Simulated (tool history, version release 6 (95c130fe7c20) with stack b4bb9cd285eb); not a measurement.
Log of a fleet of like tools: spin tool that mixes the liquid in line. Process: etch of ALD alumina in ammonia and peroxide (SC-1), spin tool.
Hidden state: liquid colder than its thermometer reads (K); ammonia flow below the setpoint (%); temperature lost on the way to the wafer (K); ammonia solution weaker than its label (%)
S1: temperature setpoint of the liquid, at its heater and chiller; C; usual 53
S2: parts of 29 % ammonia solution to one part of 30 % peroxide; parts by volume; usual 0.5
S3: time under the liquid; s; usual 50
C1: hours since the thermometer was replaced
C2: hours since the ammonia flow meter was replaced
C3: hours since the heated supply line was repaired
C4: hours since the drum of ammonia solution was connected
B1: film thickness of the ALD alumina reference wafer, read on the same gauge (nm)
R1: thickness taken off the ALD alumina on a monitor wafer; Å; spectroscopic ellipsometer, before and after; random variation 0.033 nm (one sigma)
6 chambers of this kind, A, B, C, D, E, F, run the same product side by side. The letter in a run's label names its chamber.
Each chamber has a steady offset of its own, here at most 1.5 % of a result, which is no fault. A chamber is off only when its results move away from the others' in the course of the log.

| run | day | S1 | S2 | S3 | C1 | C2 | C3 | C4 | B1 | R1 |
|---|---|---|---|---|---|---|---|---|---|---|
| 1E | 0.438 | 53 | 0.5 | 50 | 106.3 | 831.8 | 312.6 | 431.6 | 109.99 | 50.636 |
|  | 0.8 | chamber E: new drum of ammonia solution connected |
| 2F | 0.883 | 53 | 0.5 | 50 | 499.4 | 1304.8 | 2516.3 | 701.6 | 110.02 | 51.308 |
| 3B | 1.188 | 53 | 0.5 | 50 | 826.7 | 1002.3 | 2736.3 | 93.4 | 110 | 51.277 |
| 4A | 1.488 | 53 | 0.5 | 50 | 1041.7 | 826.5 | 296.2 | 433.5 | 109.99 | 50.633 |
| 5C | 1.871 | 53 | 0.5 | 50 | 910.4 | 484.7 | 785.1 | 1039.7 | 109.97 | 49.987 |
| 6D | 2.25 | 53 | 0.5 | 50 | 181.8 | 342.5 | 805.9 | 228.6 | 109.99 | 51.121 |
| 7B | 2.471 | 53 | 0.5 | 50 | 857.5 | 1033.1 | 2767.1 | 124.2 | 110.03 | 50.571 |
| 8F | 2.862 | 53 | 0.5 | 50 | 546.9 | 1352.3 | 2563.8 | 749.1 | 110 | 51.554 |
| 9A | 3.108 | 53 | 0.5 | 50 | 1080.6 | 865.4 | 335.1 | 472.4 | 110.02 | 50.677 |
| 10D | 3.367 | 53 | 0.5 | 50 | 208.6 | 369.3 | 832.7 | 255.4 | 109.97 | 50.659 |
| 11E | 3.658 | 53 | 0.5 | 50 | 183.6 | 909.1 | 389.9 | 68.6 | 110.01 | 51.75 |
| 12C | 4.062 | 53 | 0.5 | 50 | 963 | 537.3 | 837.7 | 1092.3 | 109.97 | 50.4 |
|  | 4.546 | chamber C: new drum of ammonia solution connected |
| 13B | 4.546 | 53 | 0.5 | 50 | 907.3 | 1082.9 | 2816.9 | 174 | 109.97 | 51.083 |
| 14D | 4.871 | 53 | 0.5 | 50 | 244.7 | 405.4 | 868.8 | 291.5 | 110.03 | 51.076 |
| 15F | 5.333 | 53 | 0.5 | 50 | 606.2 | 1411.6 | 2623.1 | 808.4 | 110.02 | 51.218 |
| 16E | 5.808 | 53 | 0.5 | 50 | 235.2 | 960.7 | 441.5 | 120.2 | 110 | 51.122 |
| 17C | 6.154 | 53 | 0.5 | 50 | 1013.2 | 587.5 | 887.9 | 38.6 | 110 | 50.96 |
|  | 6.425 | chamber C: heated supply line repaired |
| 18A | 6.638 | 44 | 0.5 | 25 | 1165.3 | 950.1 | 419.8 | 557.1 | 109.95 | 15.247 |
| 19A | 7.038 | 44 | 0.5 | 25 | 1174.9 | 959.7 | 429.4 | 566.7 | 109.99 | 15.111 |
| 20D | 7.412 | 44 | 0.5 | 25 | 305.7 | 466.4 | 929.8 | 352.5 | 109.95 | 15.203 |
| 21F | 7.842 | 44 | 0.5 | 25 | 666.4 | 1471.8 | 2683.3 | 868.6 | 109.99 | 15.433 |
| 22B | 8.117 | 44 | 0.5 | 25 | 993 | 1168.6 | 2902.6 | 259.7 | 110 | 15.342 |
| 23E | 8.4 | 44 | 0.5 | 25 | 297.4 | 1022.9 | 503.7 | 182.4 | 109.97 | 15.27 |
| 24C | 8.817 | 53 | 0.5 | 50 | 1077.1 | 651.4 | 57.4 | 102.5 | 110.03 | 50.125 |
| 25F | 9.325 | 53 | 0.5 | 50 | 702 | 1507.4 | 2718.9 | 904.2 | 110 | 51.348 |
| 26C | 9.654 | 53 | 0.5 | 50 | 1097.2 | 671.5 | 77.5 | 122.6 | 109.99 | 50.796 |
|  | 9.867 | chamber B: new drum of ammonia solution connected |
| 27E | 9.892 | 53 | 0.5 | 50 | 333.2 | 1058.7 | 539.5 | 218.2 | 109.96 | 50.653 |
|  | 10.058 | chamber F: new drum of ammonia solution connected |
| 28A | 10.142 | 53 | 0.5 | 50 | 1249.4 | 1034.2 | 503.9 | 641.2 | 109.96 | 49.922 |
| 29D | 10.646 | 53 | 0.35 | 50 | 383.3 | 544 | 1007.4 | 430.1 | 110.04 | 49.392 |
| 30B | 10.938 | 53 | 0.35 | 50 | 1060.7 | 1236.3 | 2970.3 | 25.8 | 109.99 | 49.763 |
| 31C | 11.233 | 53 | 0.35 | 50 | 1135.1 | 709.4 | 115.4 | 160.5 | 110 | 49.234 |
| 32E | 11.604 | 53 | 0.35 | 50 | 374.3 | 1099.8 | 580.6 | 259.3 | 109.95 | 48.987 |
| 33F | 11.95 | 53 | 0.35 | 50 | 765 | 1570.4 | 2781.9 | 45.5 | 109.95 | 49.28 |
| 34A | 12.383 | 53 | 0.35 | 50 | 1303.2 | 1088 | 557.7 | 695 | 109.99 | 47.787 |
| 35B | 12.854 | 47.5 | 0.5 | 60 | 1106.7 | 1282.3 | 3016.3 | 71.8 | 109.99 | 45.946 |
| 36D | 13.133 | 47.5 | 0.5 | 60 | 443 | 603.7 | 1067.1 | 489.8 | 110 | 44.912 |
| 37E | 13.617 | 47.5 | 0.5 | 60 | 422.6 | 1148.1 | 628.9 | 307.6 | 110.02 | 44.9 |
| 38F | 13.938 | 47.5 | 0.5 | 60 | 812.7 | 1618.1 | 2829.6 | 93.2 | 109.97 | 45.493 |
| 39B | 14.338 | 47.5 | 0.5 | 60 | 1142.3 | 1317.9 | 3051.9 | 107.4 | 110.05 | 45.419 |
| 40C | 14.829 | 47.5 | 0.5 | 60 | 1221.4 | 795.7 | 201.7 | 246.8 | 110.03 | 44.645 |
| 41A | 15.342 | 53 | 0.5 | 50 | 1374.2 | 1159 | 628.7 | 766 | 109.96 | 49.228 |
| 42D | 15.846 | 53 | 0.5 | 50 | 508.1 | 668.8 | 1132.2 | 554.9 | 110.03 | 50.927 |
| 43E | 16.292 | 46 | 0.5 | 75 | 486.8 | 1212.3 | 693.1 | 371.8 | 109.99 | 51.473 |

Is one chamber off against the others, does the gauge drift, or is nothing wrong? If a chamber is off, say which, and what the likeliest cause is.

Chamber A drifts away from the others.
Cause: liquid colder than its thermometer reads (K) = 0.747.
The log may not tell that from: temperature lost on the way to the wafer (K).

Here are 4 candidates for chamber A's next run, each the usual settings with a change, their results left as question marks. Which one brings its results back in line with what the others give on the usual settings?
In line means no further than this from the other chambers' mean on the usual settings: R1 1.1 Å
| 44A-1 | 16.658 | 53 | 0.75 | 50 |  |  |  |  |  | ? |
| 44A-2 | 16.658 | 51.5 | 0.5 | 50 |  |  |  |  |  | ? |
| 44A-3 | 16.658 | 54.5 | 0.5 | 50 |  |  |  |  |  | ? |
| 44A-4 | 16.658 | 53 | 0.3 | 50 |  |  |  |  |  | ? |

The other chambers' mean on the usual settings: R1 51.019 Å
| run | R1 |
|---|---|
| 44A-1 | 50.534 |
| 44A-2 | 44.762 |
| 44A-3 | 52.8 |
| 44A-4 | 46.313 |
44A-1 brings the chamber back in line.

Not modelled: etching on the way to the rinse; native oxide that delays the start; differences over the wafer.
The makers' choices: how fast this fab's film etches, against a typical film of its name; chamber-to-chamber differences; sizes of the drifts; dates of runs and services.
